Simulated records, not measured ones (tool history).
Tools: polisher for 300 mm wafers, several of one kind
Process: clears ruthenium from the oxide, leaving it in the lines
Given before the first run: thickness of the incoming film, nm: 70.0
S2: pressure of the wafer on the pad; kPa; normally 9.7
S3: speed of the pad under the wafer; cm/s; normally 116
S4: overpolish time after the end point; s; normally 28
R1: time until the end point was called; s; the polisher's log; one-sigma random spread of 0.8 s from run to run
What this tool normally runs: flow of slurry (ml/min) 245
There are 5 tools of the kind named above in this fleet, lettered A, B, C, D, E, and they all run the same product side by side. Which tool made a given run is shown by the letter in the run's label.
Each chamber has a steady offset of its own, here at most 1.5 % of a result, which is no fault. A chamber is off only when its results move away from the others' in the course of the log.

-- hour=5.8 chamber D: head pressure recalibrated
run 1C hour=7.6 | flow_of_slurry_(ml/min)=245 S2=9.7 S3=116 S4=28 | R1=73.060
-- hour=11.7 chamber A: head pressure recalibrated
-- hour=13.9 chamber E: worn pad replaced by a new one
run 2E hour=18.3 | flow_of_slurry_(ml/min)=245 S2=9.7 S3=116 S4=28 | R1=74.626
run 3D hour=31.5 | flow_of_slurry_(ml/min)=245 S2=9.7 S3=116 S4=28 | R1=74.878
-- hour=31.6 chamber D: worn pad replaced by a new one
run 4B hour=38.4 | flow_of_slurry_(ml/min)=245 S2=9.7 S3=116 S4=28 | R1=74.179
-- hour=41.6 chamber B: worn pad replaced by a new one
run 5A hour=51.5 | flow_of_slurry_(ml/min)=245 S2=9.7 S3=116 S4=28 | R1=75.599
run 6E hour=62.8 | flow_of_slurry_(ml/min)=245 S2=9.7 S3=116 S4=28 | R1=74.082
-- hour=67.5 chamber C: worn pad replaced by a new one
run 7A hour=71.3 | flow_of_slurry_(ml/min)=245 S2=9.7 S3=116 S4=28 | R1=74.987
-- hour=71.9 chamber A: worn pad replaced by a new one
run 8C hour=80.0 | flow_of_slurry_(ml/min)=245 S2=9.7 S3=116 S4=28 | R1=73.533
-- hour=85.7 chamber E: worn pad replaced by a new one
run 9D hour=87.1 | flow_of_slurry_(ml/min)=245 S2=9.7 S3=116 S4=28 | R1=74.399
-- hour=95.0 chamber E: head pressure recalibrated
run 10B hour=99.9 | flow_of_slurry_(ml/min)=180 S2=9.7 S3=116 S4=41 | R1=76.900
run 11E hour=106.3 | flow_of_slurry_(ml/min)=180 S2=9.7 S3=116 S4=41 | R1=78.689
run 12D hour=119.3 | flow_of_slurry_(ml/min)=180 S2=9.7 S3=116 S4=41 | R1=78.322
run 13A hour=125.3 | flow_of_slurry_(ml/min)=180 S2=9.7 S3=116 S4=41 | R1=80.004
-- hour=133.1 chamber B: slurry nozzle cleaned
run 14B hour=136.5 | flow_of_slurry_(ml/min)=180 S2=9.7 S3=116 S4=41 | R1=76.912
run 15C hour=146.3 | flow_of_slurry_(ml/min)=245 S2=9.7 S3=116 S4=28 | R1=73.919
-- hour=152.5 chamber C: worn pad replaced by a new one
-- hour=152.9 chamber A: worn pad replaced by a new one
-- hour=155.1 chamber D: worn pad replaced by a new one
run 16D hour=155.5 | flow_of_slurry_(ml/min)=245 S2=9.7 S3=116 S4=28 | R1=74.842
-- hour=157.8 chamber C: head pressure recalibrated
run 17A hour=165.7 | flow_of_slurry_(ml/min)=245 S2=9.7 S3=116 S4=28 | R1=74.715
-- hour=171.8 chamber E: worn pad replaced by a new one
run 18E hour=174.3 | flow_of_slurry_(ml/min)=245 S2=9.7 S3=116 S4=28 | R1=74.011
run 19C hour=185.4 | flow_of_slurry_(ml/min)=245 S2=9.7 S3=116 S4=28 | R1=73.112
run 20B hour=195.9 | flow_of_slurry_(ml/min)=275 S2=11.0 S3=116 S4=28 | R1=64.310
-- hour=200.5 chamber B: worn pad replaced by a new one
run 21A hour=209.2 | flow_of_slurry_(ml/min)=275 S2=11.0 S3=116 S4=28 | R1=64.730
run 22C hour=220.1 | flow_of_slurry_(ml/min)=275 S2=11.0 S3=116 S4=28 | R1=64.327
run 23D hour=229.0 | flow_of_slurry_(ml/min)=275 S2=11.0 S3=116 S4=28 | R1=63.374
-- hour=231.6 chamber B: head pressure recalibrated
-- hour=233.3 chamber A: worn pad replaced by a new one
run 24B hour=239.1 | flow_of_slurry_(ml/min)=275 S2=11.0 S3=116 S4=28 | R1=64.712
-- hour=239.3 chamber C: worn pad replaced by a new one
run 25E hour=249.3 | flow_of_slurry_(ml/min)=245 S2=11.0 S3=116 S4=33 | R1=63.885
-- hour=256.9 chamber E: worn pad replaced by a new one
run 26D hour=259.6 | flow_of_slurry_(ml/min)=245 S2=11.0 S3=116 S4=33 | R1=65.259
-- hour=260.0 chamber D: worn pad replaced by a new one
run 27C hour=272.0 | flow_of_slurry_(ml/min)=245 S2=11.0 S3=116 S4=33 | R1=64.416
run 28A hour=283.3 | flow_of_slurry_(ml/min)=245 S2=11.0 S3=116 S4=33 | R1=66.158
run 29B hour=295.2 | flow_of_slurry_(ml/min)=245 S2=11.0 S3=116 S4=33 | R1=65.603
run 30E hour=304.5 | flow_of_slurry_(ml/min)=245 S2=9.7 S3=116 S4=28 | R1=72.867
run 31E hour=317.2 | flow_of_slurry_(ml/min)=245 S2=8.3 S3=116 S4=28 | R1=87.670
run 32C hour=326.6 | flow_of_slurry_(ml/min)=245 S2=8.3 S3=116 S4=28 | R1=86.076
-- hour=328.2 chamber A: worn pad replaced by a new one
-- hour=330.9 chamber E: worn pad replaced by a new one
-- hour=333.7 chamber C: worn pad replaced by a new one
-- hour=334.1 chamber E: slurry nozzle cleaned
run 33D hour=335.2 | flow_of_slurry_(ml/min)=245 S2=8.3 S3=116 S4=28 | R1=88.068
run 34B hour=343.8 | flow_of_slurry_(ml/min)=245 S2=8.3 S3=116 S4=28 | R1=86.885
-- hour=354.1 chamber B: worn pad replaced by a new one
run 35A hour=356.6 | flow_of_slurry_(ml/min)=245 S2=8.3 S3=116 S4=28 | R1=87.465
run 36A hour=365.6 | flow_of_slurry_(ml/min)=245 S2=8.3 S3=116 S4=13 | R1=88.982
-- hour=369.5 chamber D: slurry nozzle cleaned
run 37C hour=372.1 | flow_of_slurry_(ml/min)=245 S2=8.3 S3=116 S4=13 | R1=86.774
-- hour=379.8 chamber D: worn pad replaced by a new one
run 38B hour=383.6 | flow_of_slurry_(ml/min)=245 S2=8.3 S3=116 S4=13 | R1=87.374
run 39D hour=396.0 | flow_of_slurry_(ml/min)=245 S2=8.3 S3=116 S4=13 | R1=88.360
run 40E hour=405.5 | flow_of_slurry_(ml/min)=245 S2=8.3 S3=116 S4=13 | R1=88.634
run 41D hour=417.4 | flow_of_slurry_(ml/min)=245 S2=9.7 S3=116 S4=28 | R1=75.686

For the next run the whole fleet of 5 chambers uses the same settings. Give each chamber's results:
run 42A hour=427.0 | flow_of_slurry_(ml/min)=200 S2=9.7 S3=116 S4=28 | R1=?
run 42B hour=427.0 | flow_of_slurry_(ml/min)=200 S2=9.7 S3=116 S4=28 | R1=?
run 42C hour=427.0 | flow_of_slurry_(ml/min)=200 S2=9.7 S3=116 S4=28 | R1=?
run 42D hour=427.0 | flow_of_slurry_(ml/min)=200 S2=9.7 S3=116 S4=28 | R1=?
run 42E hour=427.0 | flow_of_slurry_(ml/min)=200 S2=9.7 S3=116 S4=28 | R1=?

run=42A R1=77.775
run=42B R1=75.312
run=42C R1=73.347
run=42D R1=76.596
run=42E R1=76.471

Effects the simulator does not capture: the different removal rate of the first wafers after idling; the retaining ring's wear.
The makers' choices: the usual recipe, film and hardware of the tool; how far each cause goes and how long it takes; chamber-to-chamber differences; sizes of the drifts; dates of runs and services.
